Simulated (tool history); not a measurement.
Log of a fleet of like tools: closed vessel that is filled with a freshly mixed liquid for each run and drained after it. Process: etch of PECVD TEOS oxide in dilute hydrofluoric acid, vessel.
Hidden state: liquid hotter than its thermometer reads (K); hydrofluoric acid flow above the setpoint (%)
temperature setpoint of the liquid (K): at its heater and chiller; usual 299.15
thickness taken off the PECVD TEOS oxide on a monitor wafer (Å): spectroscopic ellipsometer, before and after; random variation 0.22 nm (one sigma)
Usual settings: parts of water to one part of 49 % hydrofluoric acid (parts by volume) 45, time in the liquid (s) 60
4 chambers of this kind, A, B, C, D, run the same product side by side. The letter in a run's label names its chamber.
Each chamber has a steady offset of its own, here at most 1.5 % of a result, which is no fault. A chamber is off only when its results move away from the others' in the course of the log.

run,hour,temperature setpoint of the liquid (K),parts of water to one part of 49 % hydrofluoric acid (parts by volume),time in the liquid (s),hours since the thermometer was replaced,hours since the hydrofluoric acid flow meter was replaced,"read-back film thickness of the PECVD TEOS oxide reference wafer, read on the same gauge (nm)",thickness taken off the PECVD TEOS oxide on a monitor wafer (Å)
1D,8.3,299.15,45,60,1480.2,438.8,100.030,293.32
2A,17.0,299.15,45,60,2651.7,454.2,99.992,287.07
3C,27.6,299.15,45,60,249.6,77.6,100.030,291.12
4B,37.8,299.15,45,60,323.6,225.3,100.000,292.72
# hour 46.9: chamber A: thermometer replaced
5A,49.7,299.15,45,60,2.9,486.9,99.968,285.43
6C,60.1,299.15,45,60,282.1,110.1,100.020,294.08
7D,69.6,299.15,45,60,1541.5,500.1,99.996,296.85
8B,79.0,299.15,45,60,364.8,266.5,100.040,295.39
9C,89.2,299.15,45,60,311.2,139.2,100.040,290.57
10A,96.9,299.15,45,60,50.1,534.1,100.040,287.50
11D,104.4,296.65,45,60,1576.3,534.9,99.995,270.27
12B,110.6,296.65,45,60,396.4,298.1,100.040,264.56
13B,121.7,296.65,45,60,407.5,309.2,99.993,261.24
14D,134.7,296.65,45,60,1606.6,565.2,99.956,267.71
15C,145.2,299.15,45,60,367.2,195.2,100.020,291.23
16A,155.7,299.15,40,30,108.9,592.9,100.020,164.29
17D,169.5,299.15,40,30,1641.4,600.0,99.995,172.00
18B,182.2,299.15,40,30,468.0,369.7,100.010,166.74
19A,189.2,299.15,40,30,142.4,626.4,99.984,164.63
20C,200.7,299.15,45,60,422.7,250.7,100.010,291.03
21B,210.4,299.15,45,60,496.2,397.9,99.992,293.83
22A,222.3,303.65,45,85,175.5,659.5,100.030,495.97
23D,231.4,303.65,45,85,1703.3,661.9,99.983,526.37
24C,244.0,303.65,45,85,466.0,294.0,100.030,492.23
25A,253.4,303.65,45,85,206.6,690.6,99.950,487.03
26C,261.2,299.15,45,60,483.2,311.2,99.990,292.35

What goes on in this fleet: one chamber off, a drifting gauge, or nothing beyond the chambers' own small offsets? Name the chamber and the cause, if any.

Chamber D drifts away from the others.
Cause: hydrofluoric acid flow above the setpoint (%) = 6.86.
The log may not tell that from: liquid hotter than its thermometer reads (K).

Here are 4 candidates for chamber D's next run, each the usual settings with a change, their results left as question marks. Which one brings its results back in line with what the others give on the usual settings?
In line means no further than this from the other chambers' mean on the usual settings: thickness taken off the PECVD TEOS oxide on a monitor wafer (Å) 7.80
27D-1,271.1,298.15,45,60,,,,?
27D-2,271.1,299.15,45,65,,,,?
27D-3,271.1,300.15,45,60,,,,?
27D-4,271.1,299.15,45,55,,,,?

The other chambers' mean on the usual settings: thickness taken off the PECVD TEOS oxide on a monitor wafer (Å) 290.69
run,thickness taken off the PECVD TEOS oxide on a monitor wafer (Å)
27D-1,303.12
27D-2,342.23
27D-3,329.25
27D-4,289.58
27D-4 brings the chamber back in line.
